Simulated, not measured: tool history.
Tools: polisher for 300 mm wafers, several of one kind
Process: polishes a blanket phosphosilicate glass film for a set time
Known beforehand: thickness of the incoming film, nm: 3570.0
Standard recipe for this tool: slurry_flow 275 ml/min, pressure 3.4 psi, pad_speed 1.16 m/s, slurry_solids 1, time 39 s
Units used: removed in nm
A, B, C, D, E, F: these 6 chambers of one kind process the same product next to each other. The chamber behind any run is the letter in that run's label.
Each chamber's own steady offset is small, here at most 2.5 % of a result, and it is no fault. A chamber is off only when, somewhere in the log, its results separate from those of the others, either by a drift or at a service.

| run | hour | slurry_flow | pressure | pad_speed | slurry_solids | time | wafers polished on this pad | hours since the slurry nozzle was cleaned | hours since the head pressure was calibrated | hours since the slurry blender was calibrated | hours since the conditioning disc was replaced | removed |
|---|---|---|---|---|---|---|---|---|---|---|---|---|
| 1E | 4 | 275 | 3.4 | 1.16 | 1 | 39 | 748 | 115.7 | 199.3 | 41.4 | 176.7 | 487.14 |
| 2C | 9.4 | 275 | 3.4 | 1.16 | 1 | 39 | 505 | 119.9 | 366.7 | 127.5 | 88.9 | 475.04 |
| 3F | 12.9 | 275 | 3.4 | 1.16 | 1 | 39 | 554 | 20.6 | 255.6 | 240.4 | 54.8 | 470.24 |
|  | 18 | chamber B: worn pad replaced by a new one |
|  | 19.9 | chamber D: slurry blender recalibrated |
| 4B | 20.5 | 275 | 3.4 | 1.16 | 1 | 39 | 43 | 275.8 | 313.8 | 106.7 | 272.9 | 478.18 |
| 5A | 26.5 | 275 | 3.4 | 1.16 | 1 | 39 | 1048 | 72.4 | 1055.6 | 105.1 | 187.1 | 476.51 |
| 6D | 33.5 | 275 | 3.4 | 1.16 | 1 | 39 | 1000 | 47.5 | 873.2 | 13.6 | 55.2 | 470.47 |
|  | 34.1 | chamber C: head pressure recalibrated |
|  | 35.9 | chamber A: worn pad replaced by a new one |
|  | 36.7 | chamber E: worn pad replaced by a new one |
|  | 36.9 | chamber D: worn pad replaced by a new one |
| 7E | 39.2 | 275 | 3.4 | 1.16 | 1 | 39 | 43 | 150.9 | 234.5 | 76.6 | 211.9 | 483.48 |
|  | 42.6 | chamber F: worn pad replaced by a new one |
|  | 43 | chamber B: slurry nozzle cleaned |
| 8C | 43.4 | 275 | 3.4 | 1.16 | 1 | 39 | 1093 | 153.9 | 9.4 | 161.5 | 122.9 | 478.97 |
|  | 44.1 | chamber F: slurry blender recalibrated |
| 9B | 48.7 | 275 | 3.4 | 1.16 | 1 | 39 | 530 | 5.7 | 342 | 134.9 | 301.1 | 476 |
|  | 51.8 | chamber C: worn pad replaced by a new one |
|  | 53 | chamber B: worn pad replaced by a new one |
| 10F | 55.1 | 275 | 3.4 | 1.16 | 1 | 39 | 217 | 62.8 | 297.8 | 11.1 | 97 | 476.04 |
| 11D | 58.9 | 275 | 3.4 | 1.16 | 1 | 39 | 381 | 72.9 | 898.6 | 39 | 80.6 | 483.52 |
| 12A | 66.9 | 275 | 3.4 | 1.16 | 1 | 39 | 537 | 112.8 | 1096 | 145.5 | 227.5 | 467.94 |
| 13A | 70.8 | 275 | 3.4 | 1.16 | 1 | 39 | 604 | 116.7 | 1099.9 | 149.4 | 231.4 | 476.69 |
| 14D | 74.5 | 275 | 3.4 | 1.16 | 1 | 39 | 651 | 88.5 | 914.2 | 54.6 | 96.2 | 471.16 |
| 15E | 82.1 | 275 | 3.4 | 1.16 | 1 | 39 | 785 | 193.8 | 277.4 | 119.5 | 254.8 | 466.73 |
|  | 87.4 | chamber B: worn pad replaced by a new one |
| 16F | 87.8 | 275 | 3.4 | 1.16 | 1 | 39 | 782 | 95.5 | 330.5 | 43.8 | 129.7 | 464.11 |
| 17C | 94.5 | 275 | 3.4 | 1.48 | 0.9 | 39 | 738 | 205 | 60.5 | 212.6 | 174 | 545.39 |
|  | 94.9 | chamber D: worn pad replaced by a new one |
|  | 95.8 | chamber B: slurry blender recalibrated |
|  | 95.9 | chamber F: worn pad replaced by a new one |
| 18B | 98.8 | 275 | 3.4 | 1.48 | 0.9 | 39 | 197 | 55.8 | 392.1 | 3 | 351.2 | 551.07 |
|  | 100.7 | chamber A: worn pad replaced by a new one |
| 19E | 103.4 | 275 | 3.4 | 1.48 | 0.9 | 39 | 1153 | 215.1 | 298.7 | 140.8 | 276.1 | 525.99 |
| 20A | 107.6 | 275 | 3.4 | 1.48 | 0.9 | 39 | 120 | 153.5 | 1136.7 | 186.2 | 268.2 | 551.96 |
|  | 110.8 | chamber E: worn pad replaced by a new one |
| 21D | 113.8 | 275 | 3.4 | 1.48 | 0.9 | 39 | 326 | 127.8 | 953.5 | 93.9 | 135.5 | 536.19 |
| 22C | 118.8 | 275 | 3.4 | 1.48 | 0.9 | 39 | 1158 | 229.3 | 84.8 | 236.9 | 198.3 | 572.12 |
|  | 118.9 | chamber C: slurry blender recalibrated |
|  | 120.7 | chamber B: conditioning disc replaced and pad reconditioned |
|  | 122.6 | chamber C: worn pad replaced by a new one |
| 23F | 124 | 275 | 3.4 | 1.16 | 1 | 39 | 485 | 131.7 | 366.7 | 80 | 165.9 | 464.77 |
|  | 127.7 | chamber D: slurry blender recalibrated |
|  | 129 | chamber D: conditioning disc replaced and pad reconditioned |
| 24B | 129.1 | 275 | 2.3 | 1 | 1 | 39 | 721 | 86.1 | 422.4 | 33.3 | 8.4 | 288.54 |
|  | 133.3 | chamber B: worn pad replaced by a new one |
| 25D | 134.5 | 275 | 2.3 | 1 | 1 | 39 | 684 | 148.5 | 974.2 | 6.8 | 5.6 | 285.01 |
|  | 138 | chamber E: conditioning disc replaced and pad reconditioned |
| 26A | 138.8 | 275 | 2.3 | 1 | 1 | 39 | 659 | 184.7 | 1167.9 | 217.4 | 299.4 | 284.91 |
| 27F | 143.3 | 275 | 2.3 | 1 | 1 | 39 | 819 | 151 | 386 | 99.3 | 185.2 | 286.82 |
|  | 143.9 | chamber F: conditioning disc replaced and pad reconditioned |
| 28B | 148.2 | 275 | 2.3 | 1 | 1 | 39 | 257 | 105.2 | 441.5 | 52.4 | 27.5 | 287.75 |
| 29E | 152.3 | 275 | 2.3 | 1 | 1 | 39 | 718 | 264 | 347.6 | 189.7 | 14.4 | 271.79 |
|  | 153 | chamber D: worn pad replaced by a new one |
| 30C | 158.6 | 275 | 3.4 | 1.16 | 1 | 39 | 623 | 269.1 | 124.6 | 39.8 | 238.1 | 474.56 |
|  | 165.5 | chamber F: worn pad replaced by a new one |
| 31D | 166.6 | 275 | 3.4 | 1.16 | 1 | 39 | 235 | 180.6 | 1006.3 | 38.9 | 37.7 | 463.4 |
|  | 168.7 | chamber A: slurry blender recalibrated |
| 32C | 173.3 | 275 | 3.4 | 1.16 | 1 | 39 | 877 | 283.8 | 139.3 | 54.5 | 252.8 | 485.43 |
|  | 173.9 | chamber A: worn pad replaced by a new one |
| 33E | 177.1 | 275 | 3.4 | 1.16 | 1 | 39 | 1147 | 288.8 | 372.4 | 214.5 | 39.2 | 444.42 |
|  | 178.8 | chamber B: worn pad replaced by a new one |
|  | 182.1 | chamber A: head pressure recalibrated |
| 34A | 183.7 | 275 | 3.4 | 1.4 | 1 | 51 | 169 | 229.6 | 1.6 | 15 | 344.3 | 734.52 |
| 35F | 190.5 | 275 | 3.4 | 1.4 | 1 | 51 | 433 | 198.2 | 433.2 | 146.5 | 46.7 | 707.67 |
| 36B | 194.8 | 275 | 3.4 | 1.4 | 1 | 51 | 276 | 151.8 | 488.1 | 99 | 74.1 | 734.73 |
| 37B | 201.9 | 275 | 3.4 | 1.4 | 1 | 51 | 399 | 158.9 | 495.2 | 106.1 | 81.2 | 731.95 |

Next, every chamber runs the same settings. What will each give?
| 38A | 207.7 | 275 | 3.4 | 1.16 | 1 | 45 |  |  |  |  |  | ? |
| 38B | 207.7 | 275 | 3.4 | 1.16 | 1 | 45 |  |  |  |  |  | ? |
| 38C | 207.7 | 275 | 3.4 | 1.16 | 1 | 45 |  |  |  |  |  | ? |
| 38D | 207.7 | 275 | 3.4 | 1.16 | 1 | 45 |  |  |  |  |  | ? |
| 38E | 207.7 | 275 | 3.4 | 1.16 | 1 | 45 |  |  |  |  |  | ? |
| 38F | 207.7 | 275 | 3.4 | 1.16 | 1 | 45 |  |  |  |  |  | ? |

| run | removed |
|---|---|
| 38A | 541.69 |
| 38B | 552.46 |
| 38C | 553.83 |
| 38D | 547.16 |
| 38E | 493.89 |
| 38F | 543.86 |
